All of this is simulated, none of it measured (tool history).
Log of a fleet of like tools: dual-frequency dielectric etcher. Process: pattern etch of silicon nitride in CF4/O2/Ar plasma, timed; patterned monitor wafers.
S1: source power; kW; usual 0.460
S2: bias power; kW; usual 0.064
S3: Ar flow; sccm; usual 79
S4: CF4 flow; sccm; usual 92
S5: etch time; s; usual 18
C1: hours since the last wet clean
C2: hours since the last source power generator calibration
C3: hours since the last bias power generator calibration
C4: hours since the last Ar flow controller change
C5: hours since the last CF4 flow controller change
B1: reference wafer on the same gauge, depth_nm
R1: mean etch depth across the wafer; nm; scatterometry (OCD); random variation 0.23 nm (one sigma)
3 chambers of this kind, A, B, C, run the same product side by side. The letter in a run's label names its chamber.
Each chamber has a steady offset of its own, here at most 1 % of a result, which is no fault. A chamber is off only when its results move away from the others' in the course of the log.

run     day     S1     S2  S3   S4  S5     C1      C2      C3      C4      C5      B1      R1
 1A   0.546  0.460  0.064  79   92  18   80.0  1784.4  1399.2  2894.0  2992.4  29.114  34.996
 2C   1.154  0.460  0.064  79   92  18  316.1   876.3  1454.0   840.2  2548.6  29.057  35.279
 3B   1.521  0.460  0.064  79   92  18  421.1  2518.1  3421.7  2873.9  2471.2  29.129  35.591
 4C   1.854  0.460  0.064  79   92  18  332.9   893.1  1470.8   857.0  2565.4  29.092  35.173
 5A   2.304  0.460  0.077  79   92  18  122.2  1826.6  1441.4  2936.2  3034.6  29.088  38.203
 6B   2.692  0.460  0.077  79   92  18  449.2  2546.2  3449.8  2902.0  2499.3  29.122  38.366
 7C   3.271  0.460  0.077  79   92  18  366.9   927.1  1504.8   891.0  2599.4  29.125  37.946
 8A   3.646  0.460  0.078  79   92  18  154.4  1858.8  1473.6  2968.4  3066.8  29.073  38.189
 9B   4.200  0.460  0.078  79   92  18  485.4  2582.4  3486.0  2938.2  2535.5  29.074  38.428
10A   4.504  0.460  0.078  79   92  18  175.0  1879.4  1494.2  2989.0  3087.4  29.128  38.009
11C   4.779  0.460  0.064  79   92  18  403.1   963.3  1541.0   927.2  2635.6  29.088  35.442
12B   5.067  0.460  0.064  79   92  18  506.2  2603.2  3506.8  2959.0  2556.3  29.123  35.315
13C   5.575  0.460  0.064  79   92  18  422.2   982.4  1560.1   946.3  2654.7  29.082  35.520
      5.758  -- chamber B: wet clean of the chamber
14A   6.138  0.460  0.064  79   92  18  214.2  1918.6  1533.4  3028.2  3126.6  29.121  34.987
15B   6.571  0.460  0.064  79   92  18   19.5  2639.3  3542.9  2995.1  2592.4  29.109  35.449
16A   7.100  0.460  0.064  79   92  18  237.3  1941.7  1556.5  3051.3  3149.7  29.108  35.603
17C   7.546  0.460  0.064  79   92  18  469.5  1029.7  1607.4   993.6  2702.0  29.077  35.136
18B   8.029  0.460  0.064  79   92  18   54.5  2674.3  3577.9  3030.1  2627.4  29.087  35.550
19C   8.533  0.460  0.064  79  113  18  493.2  1053.4  1631.1  1017.3  2725.7  29.121  36.011
20B   8.883  0.460  0.064  79  113  18   75.0  2694.8  3598.4  3050.6  2647.9  29.120  36.072
21A   9.271  0.460  0.064  79  113  18  289.4  1993.8  1608.6  3103.4  3201.8  29.092  36.008
22C   9.733  0.460  0.064  79   92  18  522.0  1082.2  1659.9  1046.1  2754.5  29.088  34.955
23A  10.142  0.460  0.064  79   92  18  310.3  2014.7  1629.5  3124.3  3222.7  29.142  35.065
24B  10.446  0.460  0.064  79   92  18  112.5  2732.3  3635.9  3088.1  2685.4  29.151  35.145
25B  11.054  0.460  0.064  65   73  18  127.1  2746.9  3650.5  3102.7  2700.0  29.112  35.218
26A  11.446  0.460  0.064  65   73  18  341.6  2046.0  1660.8  3155.6  3254.0  29.080  35.151
27C  12.017  0.460  0.064  65   73  18  576.8  1137.0  1714.7  1100.9  2809.3  29.166  35.346
28A  12.496  0.550  0.075  79   92  18  366.8  2071.2  1686.0  3180.8  3279.2  29.120  43.529
29C  13.083  0.550  0.075  79   92  18  602.4  1162.6  1740.3  1126.5  2834.9  29.128  43.848
30B  13.504  0.550  0.075  79   92  18  185.9  2805.7  3709.3  3161.5  2758.8  29.029  43.694
31C  13.933  0.460  0.064  79   92  18  622.8  1183.0  1760.7  1146.9  2855.3  29.114  34.995
     14.092  -- chamber A: wet clean of the chamber
     14.333  -- chamber C: wet clean of the chamber
32A  14.571  0.460  0.064  79   92  18   11.5  2121.0  1735.8  3230.6  3329.0  29.155  35.472
33B  14.925  0.460  0.064  79   92  18  220.0  2839.8  3743.4  3195.6  2792.9  29.097  35.690
34C  15.317  0.460  0.064  79   92  18   23.6  1216.2  1793.9  1180.1  2888.5  29.134  35.191
35B  15.688  0.460  0.064  71   85  18  238.3  2858.1  3761.7  3213.9  2811.2  29.086  35.715
36A  16.238  0.460  0.064  71   85  18   51.5  2161.0  1775.8  3270.6  3369.0  29.105  35.577
37B  16.783  0.460  0.064  71   85  18  264.6  2884.4  3788.0  3240.2  2837.5  29.071  35.088
38C  17.108  0.460  0.064  79   92  18   66.6  1259.2  1836.9  1223.1  2931.5  29.089  35.302
39A  17.475  0.460  0.053  79   92  18   81.2  2190.7  1805.5  3300.3  3398.7  29.110  33.037

What goes on in this fleet: one chamber off, a drifting gauge, or nothing beyond the chambers' own small offsets? Name the chamber and the cause, if any.

No chamber stands off beyond its own small offset, and the gauge holds steady.

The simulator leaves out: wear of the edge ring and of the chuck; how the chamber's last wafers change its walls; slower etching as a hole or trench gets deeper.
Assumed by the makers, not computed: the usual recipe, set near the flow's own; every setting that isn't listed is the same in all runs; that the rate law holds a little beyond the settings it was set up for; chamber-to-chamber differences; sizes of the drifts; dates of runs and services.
